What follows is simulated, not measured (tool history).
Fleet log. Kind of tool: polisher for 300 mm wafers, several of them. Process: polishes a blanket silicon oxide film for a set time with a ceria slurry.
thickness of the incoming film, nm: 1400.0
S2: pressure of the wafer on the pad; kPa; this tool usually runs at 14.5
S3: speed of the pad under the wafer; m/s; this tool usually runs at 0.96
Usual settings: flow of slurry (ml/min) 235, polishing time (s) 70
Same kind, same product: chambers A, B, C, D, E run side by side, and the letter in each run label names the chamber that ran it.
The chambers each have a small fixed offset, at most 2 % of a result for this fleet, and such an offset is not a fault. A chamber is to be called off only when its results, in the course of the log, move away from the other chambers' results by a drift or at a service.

{"hour": 4.2, "done": "chamber E: worn pad replaced by a new one"}
{"run": "1C", "hour": 9.6, "flow of slurry (ml/min)": 235, "S2": 14.5, "S3": 0.96, "polishing time (s)": 70, "film removed (nm)": 213.62}
{"hour": 11.1, "done": "chamber E: head pressure recalibrated"}
{"run": "2A", "hour": 16.9, "flow of slurry (ml/min)": 235, "S2": 14.5, "S3": 0.96, "polishing time (s)": 70, "film removed (nm)": 210.92}
{"hour": 22.4, "done": "chamber C: head pressure recalibrated"}
{"hour": 23.3, "done": "chamber A: worn pad replaced by a new one"}
{"hour": 27.1, "done": "chamber B: head pressure recalibrated"}
{"run": "3D", "hour": 30.2, "flow of slurry (ml/min)": 235, "S2": 14.5, "S3": 0.96, "polishing time (s)": 70, "film removed (nm)": 207.76}
{"hour": 35.2, "done": "chamber C: worn pad replaced by a new one"}
{"run": "4E", "hour": 38.3, "flow of slurry (ml/min)": 235, "S2": 14.5, "S3": 0.96, "polishing time (s)": 70, "film removed (nm)": 210.19}
{"run": "5B", "hour": 45.5, "flow of slurry (ml/min)": 235, "S2": 14.5, "S3": 0.96, "polishing time (s)": 70, "film removed (nm)": 210.15}
{"hour": 49.9, "done": "chamber D: worn pad replaced by a new one"}
{"run": "6D", "hour": 55.8, "flow of slurry (ml/min)": 235, "S2": 14.5, "S3": 0.96, "polishing time (s)": 70, "film removed (nm)": 209.56}
{"run": "7C", "hour": 61.9, "flow of slurry (ml/min)": 235, "S2": 14.5, "S3": 0.96, "polishing time (s)": 70, "film removed (nm)": 214.42}
{"hour": 62.5, "done": "chamber A: head pressure recalibrated"}
{"hour": 70.2, "done": "chamber E: worn pad replaced by a new one"}
{"run": "8E", "hour": 71.5, "flow of slurry (ml/min)": 235, "S2": 14.5, "S3": 0.96, "polishing time (s)": 70, "film removed (nm)": 206.15}
{"run": "9A", "hour": 77.3, "flow of slurry (ml/min)": 235, "S2": 16.5, "S3": 0.96, "polishing time (s)": 83, "film removed (nm)": 286.43}
{"run": "10B", "hour": 90.0, "flow of slurry (ml/min)": 235, "S2": 16.5, "S3": 0.96, "polishing time (s)": 83, "film removed (nm)": 282.69}
{"run": "11A", "hour": 99.9, "flow of slurry (ml/min)": 235, "S2": 16.5, "S3": 0.96, "polishing time (s)": 83, "film removed (nm)": 282.34}
{"hour": 110.2, "done": "chamber A: worn pad replaced by a new one"}
{"hour": 112.7, "done": "chamber A: slurry nozzle cleaned"}
{"run": "12E", "hour": 113.0, "flow of slurry (ml/min)": 235, "S2": 16.5, "S3": 0.96, "polishing time (s)": 83, "film removed (nm)": 287.31}
{"hour": 119.7, "done": "chamber C: worn pad replaced by a new one"}
{"hour": 125.4, "done": "chamber D: worn pad replaced by a new one"}
{"run": "13D", "hour": 125.4, "flow of slurry (ml/min)": 235, "S2": 16.5, "S3": 0.96, "polishing time (s)": 83, "film removed (nm)": 285.97}
{"hour": 128.8, "done": "chamber C: slurry nozzle cleaned"}
{"run": "14C", "hour": 138.7, "flow of slurry (ml/min)": 235, "S2": 14.5, "S3": 1.2, "polishing time (s)": 48, "film removed (nm)": 183.64}
{"hour": 144.3, "done": "chamber E: worn pad replaced by a new one"}
{"run": "15B", "hour": 151.4, "flow of slurry (ml/min)": 235, "S2": 14.5, "S3": 1.2, "polishing time (s)": 48, "film removed (nm)": 175.26}
{"run": "16B", "hour": 158.7, "flow of slurry (ml/min)": 235, "S2": 14.5, "S3": 1.2, "polishing time (s)": 48, "film removed (nm)": 177.64}
{"run": "17E", "hour": 166.2, "flow of slurry (ml/min)": 235, "S2": 14.5, "S3": 1.2, "polishing time (s)": 48, "film removed (nm)": 181.86}
{"run": "18D", "hour": 177.9, "flow of slurry (ml/min)": 235, "S2": 14.5, "S3": 1.2, "polishing time (s)": 48, "film removed (nm)": 180.11}
{"hour": 189.1, "done": "chamber D: worn pad replaced by a new one"}
{"run": "19C", "hour": 190.7, "flow of slurry (ml/min)": 235, "S2": 14.5, "S3": 0.96, "polishing time (s)": 70, "film removed (nm)": 215.05}
{"run": "20A", "hour": 199.2, "flow of slurry (ml/min)": 235, "S2": 14.5, "S3": 0.96, "polishing time (s)": 70, "film removed (nm)": 213.03}
{"hour": 200.0, "done": "chamber A: worn pad replaced by a new one"}
{"run": "21B", "hour": 212.0, "flow of slurry (ml/min)": 285, "S2": 14.5, "S3": 0.96, "polishing time (s)": 62, "film removed (nm)": 185.18}
{"hour": 213.1, "done": "chamber E: worn pad replaced by a new one"}
{"hour": 221.3, "done": "chamber C: worn pad replaced by a new one"}
{"run": "22C", "hour": 222.8, "flow of slurry (ml/min)": 285, "S2": 14.5, "S3": 0.96, "polishing time (s)": 62, "film removed (nm)": 192.57}
{"run": "23A", "hour": 233.1, "flow of slurry (ml/min)": 285, "S2": 14.5, "S3": 0.96, "polishing time (s)": 62, "film removed (nm)": 188.64}
{"hour": 239.4, "done": "chamber B: slurry nozzle cleaned"}
{"run": "24E", "hour": 239.6, "flow of slurry (ml/min)": 285, "S2": 14.5, "S3": 0.96, "polishing time (s)": 62, "film removed (nm)": 189.45}
{"run": "25D", "hour": 245.8, "flow of slurry (ml/min)": 285, "S2": 14.5, "S3": 0.96, "polishing time (s)": 62, "film removed (nm)": 188.23}
{"run": "26E", "hour": 256.8, "flow of slurry (ml/min)": 275, "S2": 14.5, "S3": 0.96, "polishing time (s)": 70, "film removed (nm)": 212.61}
{"run": "27D", "hour": 263.5, "flow of slurry (ml/min)": 275, "S2": 14.5, "S3": 0.96, "polishing time (s)": 70, "film removed (nm)": 208.58}
{"hour": 267.2, "done": "chamber D: worn pad replaced by a new one"}
{"run": "28B", "hour": 273.4, "flow of slurry (ml/min)": 275, "S2": 14.5, "S3": 0.96, "polishing time (s)": 70, "film removed (nm)": 204.55}
{"run": "29A", "hour": 283.7, "flow of slurry (ml/min)": 275, "S2": 14.5, "S3": 0.96, "polishing time (s)": 70, "film removed (nm)": 214.29}
{"hour": 287.0, "done": "chamber E: worn pad replaced by a new one"}
{"run": "30C", "hour": 290.8, "flow of slurry (ml/min)": 275, "S2": 14.5, "S3": 0.96, "polishing time (s)": 70, "film removed (nm)": 221.29}
{"hour": 298.5, "done": "chamber A: worn pad replaced by a new one"}
{"run": "31C", "hour": 300.4, "flow of slurry (ml/min)": 235, "S2": 14.5, "S3": 0.96, "polishing time (s)": 70, "film removed (nm)": 216.17}
{"run": "32A", "hour": 306.4, "flow of slurry (ml/min)": 235, "S2": 14.5, "S3": 0.96, "polishing time (s)": 70, "film removed (nm)": 211.68}
{"hour": 308.8, "done": "chamber C: worn pad replaced by a new one"}
{"run": "33E", "hour": 316.6, "flow of slurry (ml/min)": 235, "S2": 14.5, "S3": 0.96, "polishing time (s)": 70, "film removed (nm)": 209.69}
{"run": "34D", "hour": 325.1, "flow of slurry (ml/min)": 235, "S2": 14.5, "S3": 1.28, "polishing time (s)": 48, "film removed (nm)": 190.31}
{"hour": 329.4, "done": "chamber D: worn pad replaced by a new one"}
{"run": "35B", "hour": 333.8, "flow of slurry (ml/min)": 235, "S2": 14.5, "S3": 1.28, "polishing time (s)": 48, "film removed (nm)": 179.08}
{"run": "36C", "hour": 340.6, "flow of slurry (ml/min)": 235, "S2": 14.5, "S3": 1.28, "polishing time (s)": 48, "film removed (nm)": 197.34}
{"run": "37A", "hour": 346.8, "flow of slurry (ml/min)": 235, "S2": 14.5, "S3": 1.28, "polishing time (s)": 48, "film removed (nm)": 191.42}
{"run": "38D", "hour": 354.3, "flow of slurry (ml/min)": 235, "S2": 14.5, "S3": 1.28, "polishing time (s)": 48, "film removed (nm)": 194.02}

Next, all 5 chambers run the settings below, one line each with question marks for the results. What does each chamber give?
{"run": "39A", "hour": 364.0, "flow of slurry (ml/min)": 260, "S2": 14.5, "S3": 0.96, "polishing time (s)": 70, "film removed (nm)": "?"}
{"run": "39B", "hour": 364.0, "flow of slurry (ml/min)": 260, "S2": 14.5, "S3": 0.96, "polishing time (s)": 70, "film removed (nm)": "?"}
{"run": "39C", "hour": 364.0, "flow of slurry (ml/min)": 260, "S2": 14.5, "S3": 0.96, "polishing time (s)": 70, "film removed (nm)": "?"}
{"run": "39D", "hour": 364.0, "flow of slurry (ml/min)": 260, "S2": 14.5, "S3": 0.96, "polishing time (s)": 70, "film removed (nm)": "?"}
{"run": "39E", "hour": 364.0, "flow of slurry (ml/min)": 260, "S2": 14.5, "S3": 0.96, "polishing time (s)": 70, "film removed (nm)": "?"}

run=39A film_removed_(nm)=212.18
run=39B film_removed_(nm)=201.60
run=39C film_removed_(nm)=217.48
run=39D film_removed_(nm)=213.37
run=39E film_removed_(nm)=214.44
